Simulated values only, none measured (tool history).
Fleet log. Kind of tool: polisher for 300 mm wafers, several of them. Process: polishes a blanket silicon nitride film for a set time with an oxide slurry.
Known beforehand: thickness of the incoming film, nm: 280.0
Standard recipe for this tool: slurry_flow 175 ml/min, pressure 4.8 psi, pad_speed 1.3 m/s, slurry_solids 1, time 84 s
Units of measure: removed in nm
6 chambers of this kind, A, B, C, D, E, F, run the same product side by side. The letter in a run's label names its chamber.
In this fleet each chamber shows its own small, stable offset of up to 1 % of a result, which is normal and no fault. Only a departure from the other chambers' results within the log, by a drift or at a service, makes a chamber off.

Run 1C, hour 3.1: usual settings. Result: removed 86.912 nm.
Run 2F, hour 7: usual settings. Result: removed 85.329 nm.
Run 3D, hour 10.2: usual settings. Result: removed 86.559 nm.
Run 4E, hour 12.8: usual settings. Result: removed 86.923 nm.
Run 5A, hour 16.6: usual settings. Result: removed 86.533 nm.
Run 6B, hour 20.2: usual settings. Result: removed 84.019 nm.
At hour 23.3: chamber E: slurry blender recalibrated.
Run 7C, hour 23.9: usual settings but pad_speed 1.52 m/s, slurry_solids 0.85. Result: removed 88.985 nm.
Run 8B, hour 27.5: usual settings but pad_speed 1.52 m/s, slurry_solids 0.85. Result: removed 90.136 nm.
At hour 28.3: chamber A: slurry blender recalibrated.
At hour 28.8: chamber F: worn pad replaced by a new one.
Run 9A, hour 32.3: usual settings but pad_speed 1.52 m/s, slurry_solids 0.85. Result: removed 88.011 nm.
Run 10E, hour 36.9: usual settings but pad_speed 1.52 m/s, slurry_solids 0.85. Result: removed 90.848 nm.
At hour 38.5: chamber D: conditioning disc replaced and pad reconditioned.
Run 11F, hour 39.6: usual settings but pad_speed 1.52 m/s, slurry_solids 0.85. Result: removed 91.256 nm.
Run 12D, hour 43.5: usual settings but pad_speed 1.52 m/s, slurry_solids 0.85. Result: removed 91.188 nm.
Run 13B, hour 47.8: usual settings. Result: removed 86.511 nm.
At hour 49.7: chamber F: slurry nozzle cleaned.
Run 14D, hour 52.2: usual settings. Result: removed 86.98 nm.
Run 15C, hour 55.7: usual settings. Result: removed 85.202 nm.
At hour 56.4: chamber E: slurry nozzle cleaned.
Run 16A, hour 58.3: usual settings. Result: removed 85.623 nm.
At hour 62.3: chamber B: conditioning disc replaced and pad reconditioned.
Run 17E, hour 63.9: usual settings. Result: removed 84.692 nm.
Run 18F, hour 68.5: usual settings. Result: removed 86.997 nm.
At hour 71.2: chamber D: worn pad replaced by a new one.
Run 19E, hour 71.5: usual settings. Result: removed 87.458 nm.
Run 20B, hour 76.5: usual settings but slurry_solids 0.85. Result: removed 78.497 nm.
Run 21F, hour 80.2: usual settings but slurry_solids 0.85. Result: removed 80.82 nm.
At hour 80.3: chamber A: head pressure recalibrated.
Run 22C, hour 85.5: usual settings but slurry_solids 0.85. Result: removed 81.001 nm.
Run 23D, hour 89.3: usual settings but slurry_solids 0.85. Result: removed 79.499 nm.
Run 24A, hour 93.4: usual settings but slurry_solids 0.85. Result: removed 76.718 nm.
At hour 96.5: chamber F: conditioning disc replaced and pad reconditioned.
Run 25D, hour 97.8: usual settings but slurry_solids 0.85. Result: removed 78.344 nm.
Run 26B, hour 101.4: usual settings. Result: removed 86.045 nm.
Run 27C, hour 104.2: usual settings but slurry_flow 215 ml/min, time 101 s. Result: removed 107.67 nm.
At hour 106.2: chamber C: worn pad replaced by a new one.
At hour 109.1: chamber C: slurry nozzle cleaned.
Run 28A, hour 109.6: usual settings but slurry_flow 215 ml/min, time 101 s. Result: removed 102.38 nm.
Run 29F, hour 112.7: usual settings but slurry_flow 215 ml/min, time 101 s. Result: removed 104.31 nm.
Run 30E, hour 117.8: usual settings but slurry_flow 215 ml/min, time 101 s. Result: removed 108.57 nm.
Run 31B, hour 121.4: usual settings but slurry_flow 215 ml/min, time 101 s. Result: removed 108.5 nm.
Run 32D, hour 127.1: usual settings but slurry_flow 215 ml/min, time 101 s. Result: removed 106.46 nm.
At hour 128.6: chamber F: slurry blender recalibrated.
Run 33A, hour 132.6: usual settings. Result: removed 79.6 nm.
Run 34E, hour 135.9: usual settings. Result: removed 86.969 nm.
Run 35C, hour 140.8: usual settings. Result: removed 87.756 nm.
Run 36F, hour 146.1: usual settings. Result: removed 86.812 nm.
Run 37B, hour 150: usual settings. Result: removed 83.329 nm.
At hour 151.8: chamber A: conditioning disc replaced and pad reconditioned.
Run 38F, hour 153.2: usual settings but slurry_flow 195 ml/min. Result: removed 85.621 nm.
Run 39C, hour 156.8: usual settings but slurry_flow 195 ml/min. Result: removed 85.911 nm.
At hour 158.9: chamber D: slurry blender recalibrated.
Run 40D, hour 161.7: usual settings but slurry_flow 195 ml/min. Result: removed 86.572 nm.
Run 41A, hour 164.8: usual settings but slurry_flow 195 ml/min. Result: removed 79.273 nm.

Next, all 6 chambers run the settings below, one line each with question marks for the results. What does each chamber give?
Run 42A, hour 169.1: usual settings. Result: removed ?.
Run 42B, hour 169.1: usual settings. Result: removed ?.
Run 42C, hour 169.1: usual settings. Result: removed ?.
Run 42D, hour 169.1: usual settings. Result: removed ?.
Run 42E, hour 169.1: usual settings. Result: removed ?.
Run 42F, hour 169.1: usual settings. Result: removed ?.

run  removed
42A   76.329
42B   86.579
42C   83.996
42D   84.639
42E   86.921
42F   84.946
